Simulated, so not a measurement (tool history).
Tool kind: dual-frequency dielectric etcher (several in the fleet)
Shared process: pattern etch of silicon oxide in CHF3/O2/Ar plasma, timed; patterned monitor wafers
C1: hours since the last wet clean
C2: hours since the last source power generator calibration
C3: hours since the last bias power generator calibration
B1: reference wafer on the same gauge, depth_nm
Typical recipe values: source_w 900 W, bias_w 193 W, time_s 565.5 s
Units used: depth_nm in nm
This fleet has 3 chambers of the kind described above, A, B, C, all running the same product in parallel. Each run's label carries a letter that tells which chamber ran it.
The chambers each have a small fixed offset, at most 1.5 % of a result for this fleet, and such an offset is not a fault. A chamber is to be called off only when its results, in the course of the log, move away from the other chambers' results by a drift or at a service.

run 1B hour=12.5 | source_w=900 bias_w=193 time_s=565.5 | C1=237.7 C2=586.0 C3=456.3 | B1=1520.8 | depth_nm=1326.00
run 2A hour=21.4 | source_w=900 bias_w=193 time_s=565.5 | C1=358.6 C2=3157.3 C3=282.8 | B1=1520.7 | depth_nm=1331.00
run 3C hour=27.7 | source_w=900 bias_w=193 time_s=565.5 | C1=316.7 C2=1474.8 C3=561.0 | B1=1520.1 | depth_nm=1322.40
run 4B hour=39.0 | source_w=900 bias_w=193 time_s=565.5 | C1=264.2 C2=612.5 C3=482.8 | B1=1521.0 | depth_nm=1326.50
run 5A hour=48.3 | source_w=900 bias_w=193 time_s=565.5 | C1=385.5 C2=3184.2 C3=309.7 | B1=1521.2 | depth_nm=1332.30
run 6C hour=60.4 | source_w=900 bias_w=193 time_s=565.5 | C1=349.4 C2=1507.5 C3=593.7 | B1=1521.5 | depth_nm=1318.10
run 7B hour=73.5 | source_w=900 bias_w=193 time_s=565.5 | C1=298.7 C2=647.0 C3=517.3 | B1=1521.3 | depth_nm=1328.70
run 8C hour=84.1 | source_w=900 bias_w=193 time_s=565.5 | C1=373.1 C2=1531.2 C3=617.4 | B1=1522.1 | depth_nm=1316.60
-- hour=96.0 chamber B: wet clean of the chamber
run 9A hour=96.7 | source_w=900 bias_w=193 time_s=565.5 | C1=433.9 C2=3232.6 C3=358.1 | B1=1522.5 | depth_nm=1332.60
run 10A hour=110.2 | source_w=900 bias_w=193 time_s=565.5 | C1=447.4 C2=3246.1 C3=371.6 | B1=1522.0 | depth_nm=1338.50
run 11B hour=121.7 | source_w=900 bias_w=193 time_s=565.5 | C1=25.7 C2=695.2 C3=565.5 | B1=1522.7 | depth_nm=1328.10
run 12C hour=133.1 | source_w=900 bias_w=193 time_s=565.5 | C1=422.1 C2=1580.2 C3=666.4 | B1=1522.5 | depth_nm=1320.10
run 13B hour=141.4 | source_w=900 bias_w=193 time_s=565.5 | C1=45.4 C2=714.9 C3=585.2 | B1=1522.7 | depth_nm=1330.30
run 14A hour=149.3 | source_w=900 bias_w=193 time_s=565.5 | C1=486.5 C2=3285.2 C3=410.7 | B1=1523.2 | depth_nm=1339.20
run 15C hour=163.2 | source_w=900 bias_w=193 time_s=565.5 | C1=452.2 C2=1610.3 C3=696.5 | B1=1523.3 | depth_nm=1318.90
run 16C hour=173.1 | source_w=900 bias_w=193 time_s=565.5 | C1=462.1 C2=1620.2 C3=706.4 | B1=1522.9 | depth_nm=1318.40
run 17A hour=179.9 | source_w=900 bias_w=193 time_s=565.5 | C1=517.1 C2=3315.8 C3=441.3 | B1=1523.9 | depth_nm=1334.20
run 18B hour=193.4 | source_w=900 bias_w=193 time_s=565.5 | C1=97.4 C2=766.9 C3=637.2 | B1=1524.2 | depth_nm=1332.40
run 19C hour=200.4 | source_w=900 bias_w=193 time_s=565.5 | C1=489.4 C2=1647.5 C3=733.7 | B1=1523.6 | depth_nm=1321.10
run 20A hour=209.1 | source_w=900 bias_w=164 time_s=565.5 | C1=546.3 C2=3345.0 C3=470.5 | B1=1523.9 | depth_nm=1268.20
run 21B hour=223.2 | source_w=900 bias_w=164 time_s=565.5 | C1=127.2 C2=796.7 C3=667.0 | B1=1524.7 | depth_nm=1264.60
run 22B hour=233.7 | source_w=900 bias_w=164 time_s=565.5 | C1=137.7 C2=807.2 C3=677.5 | B1=1524.7 | depth_nm=1260.90
run 23A hour=242.0 | source_w=900 bias_w=193 time_s=565.5 | C1=579.2 C2=3377.9 C3=503.4 | B1=1524.4 | depth_nm=1340.60
-- hour=244.0 chamber A: wet clean of the chamber
run 24C hour=252.6 | source_w=900 bias_w=193 time_s=565.5 | C1=541.6 C2=1699.7 C3=785.9 | B1=1525.5 | depth_nm=1320.90
run 25B hour=260.2 | source_w=900 bias_w=193 time_s=565.5 | C1=164.2 C2=833.7 C3=704.0 | B1=1525.8 | depth_nm=1329.30
run 26A hour=269.6 | source_w=900 bias_w=193 time_s=565.5 | C1=25.6 C2=3405.5 C3=531.0 | B1=1525.8 | depth_nm=1339.40
run 27C hour=282.9 | source_w=900 bias_w=193 time_s=565.5 | C1=571.9 C2=1730.0 C3=816.2 | B1=1526.1 | depth_nm=1320.90
run 28A hour=291.8 | source_w=900 bias_w=211 time_s=723.0 | C1=47.8 C2=3427.7 C3=553.2 | B1=1526.2 | depth_nm=1765.20
run 29C hour=300.2 | source_w=900 bias_w=211 time_s=723.0 | C1=589.2 C2=1747.3 C3=833.5 | B1=1526.5 | depth_nm=1743.40
-- hour=302.4 chamber C: wet clean of the chamber
run 30B hour=310.6 | source_w=900 bias_w=211 time_s=723.0 | C1=214.6 C2=884.1 C3=754.4 | B1=1526.6 | depth_nm=1760.20
run 31A hour=319.6 | source_w=900 bias_w=193 time_s=565.5 | C1=75.6 C2=3455.5 C3=581.0 | B1=1526.9 | depth_nm=1339.10
run 32C hour=333.2 | source_w=900 bias_w=193 time_s=400.5 | C1=30.8 C2=1780.3 C3=866.5 | B1=1527.1 | depth_nm=939.21
run 33B hour=346.1 | source_w=900 bias_w=193 time_s=400.5 | C1=250.1 C2=919.6 C3=789.9 | B1=1527.0 | depth_nm=945.19
run 34B hour=360.2 | source_w=900 bias_w=193 time_s=400.5 | C1=264.2 C2=933.7 C3=804.0 | B1=1527.5 | depth_nm=943.33
run 35A hour=373.7 | source_w=790 bias_w=193 time_s=675.0 | C1=129.7 C2=3509.6 C3=635.1 | B1=1527.7 | depth_nm=1525.60
run 36C hour=381.1 | source_w=790 bias_w=193 time_s=675.0 | C1=78.7 C2=1828.2 C3=914.4 | B1=1527.7 | depth_nm=1507.70
run 37B hour=393.7 | source_w=790 bias_w=193 time_s=675.0 | C1=297.7 C2=967.2 C3=837.5 | B1=1527.6 | depth_nm=1514.80
run 38A hour=407.4 | source_w=900 bias_w=193 time_s=565.5 | C1=163.4 C2=3543.3 C3=668.8 | B1=1528.5 | depth_nm=1336.10
run 39C hour=417.0 | source_w=900 bias_w=193 time_s=565.5 | C1=114.6 C2=1864.1 C3=950.3 | B1=1529.0 | depth_nm=1324.70
run 40B hour=426.0 | source_w=900 bias_w=193 time_s=565.5 | C1=330.0 C2=999.5 C3=869.8 | B1=1529.2 | depth_nm=1336.10
run 41A hour=433.4 | source_w=900 bias_w=193 time_s=565.5 | C1=189.4 C2=3569.3 C3=694.8 | B1=1529.6 | depth_nm=1339.30

Is one chamber out of step, is the gauge drifting, or do the chambers differ by no more than their own small offsets? For an off chamber, give its letter and the likeliest cause.

Every chamber seems to shift together because the gauge that measures them all drifts; the chambers themselves are fine.
Likeliest cause: gauge reads high (%) = 0.615.
